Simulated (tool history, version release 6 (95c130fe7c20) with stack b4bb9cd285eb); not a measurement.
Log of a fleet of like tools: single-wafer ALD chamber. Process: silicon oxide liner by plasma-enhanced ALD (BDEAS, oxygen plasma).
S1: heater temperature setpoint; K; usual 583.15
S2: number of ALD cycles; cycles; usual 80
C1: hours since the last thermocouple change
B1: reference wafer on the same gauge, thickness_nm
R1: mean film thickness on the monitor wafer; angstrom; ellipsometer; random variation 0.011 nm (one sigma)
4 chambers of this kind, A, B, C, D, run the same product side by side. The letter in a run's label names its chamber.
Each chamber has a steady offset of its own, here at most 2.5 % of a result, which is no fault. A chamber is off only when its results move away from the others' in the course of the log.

run 1A day=0.292 | S1=583.15 S2=80 | C1=1274.4 | B1=6.2692 | R1=73.555
run 2B day=0.467 | S1=583.15 S2=80 | C1=586.7 | B1=6.2696 | R1=71.848
run 3C day=0.771 | S1=583.15 S2=80 | C1=1608.7 | B1=6.2651 | R1=73.339
run 4D day=0.946 | S1=583.15 S2=80 | C1=964.8 | B1=6.2628 | R1=73.656
run 5A day=1.188 | S1=583.15 S2=80 | C1=1295.9 | B1=6.2612 | R1=73.449
run 6C day=1.421 | S1=583.15 S2=80 | C1=1624.3 | B1=6.2636 | R1=73.426
run 7B day=1.662 | S1=583.15 S2=80 | C1=615.4 | B1=6.2601 | R1=71.473
run 8D day=1.838 | S1=583.15 S2=80 | C1=986.2 | B1=6.2600 | R1=73.261
run 9A day=2.088 | S1=588.15 S2=85 | C1=1317.5 | B1=6.2557 | R1=77.440
run 10B day=2.267 | S1=588.15 S2=85 | C1=629.9 | B1=6.2575 | R1=75.588
run 11D day=2.433 | S1=588.15 S2=85 | C1=1000.5 | B1=6.2554 | R1=77.593
run 12C day=2.600 | S1=588.15 S2=85 | C1=1652.6 | B1=6.2515 | R1=77.263
run 13B day=2.888 | S1=583.15 S2=80 | C1=644.8 | B1=6.2500 | R1=71.471
run 14A day=3.088 | S1=583.15 S2=80 | C1=1341.5 | B1=6.2544 | R1=73.291
run 15D day=3.254 | S1=583.15 S2=80 | C1=1020.2 | B1=6.2517 | R1=73.510
run 16C day=3.512 | S1=583.15 S2=80 | C1=1674.5 | B1=6.2499 | R1=73.053
run 17D day=3.683 | S1=583.15 S2=80 | C1=1030.5 | B1=6.2480 | R1=73.575
run 18B day=3.838 | S1=583.15 S2=80 | C1=667.6 | B1=6.2456 | R1=71.426
run 19A day=4.092 | S1=593.15 S2=66 | C1=1365.6 | B1=6.2460 | R1=59.593
run 20C day=4.329 | S1=593.15 S2=66 | C1=1694.1 | B1=6.2430 | R1=59.574
run 21D day=4.675 | S1=593.15 S2=66 | C1=1054.3 | B1=6.2410 | R1=59.697
run 22C day=4.892 | S1=593.15 S2=66 | C1=1707.6 | B1=6.2406 | R1=59.233
run 23B day=5.062 | S1=573.15 S2=72 | C1=697.0 | B1=6.2404 | R1=65.239
run 24A day=5.254 | S1=573.15 S2=72 | C1=1393.5 | B1=6.2377 | R1=66.782
run 25A day=5.538 | S1=573.15 S2=72 | C1=1400.3 | B1=6.2350 | R1=66.886
run 26C day=5.850 | S1=573.15 S2=72 | C1=1730.6 | B1=6.2344 | R1=66.742
run 27B day=6.175 | S1=583.15 S2=80 | C1=723.7 | B1=6.2331 | R1=71.103
run 28D day=6.383 | S1=583.15 S2=80 | C1=1095.3 | B1=6.2316 | R1=73.201

Next, every chamber runs the same settings. What will each give?
run 29A day=6.633 | S1=583.15 S2=80 | R1=?
run 29B day=6.633 | S1=583.15 S2=80 | R1=?
run 29C day=6.633 | S1=583.15 S2=80 | R1=?
run 29D day=6.633 | S1=583.15 S2=80 | R1=?

run=29A R1=73.038
run=29B R1=71.268
run=29C R1=73.120
run=29D R1=73.274

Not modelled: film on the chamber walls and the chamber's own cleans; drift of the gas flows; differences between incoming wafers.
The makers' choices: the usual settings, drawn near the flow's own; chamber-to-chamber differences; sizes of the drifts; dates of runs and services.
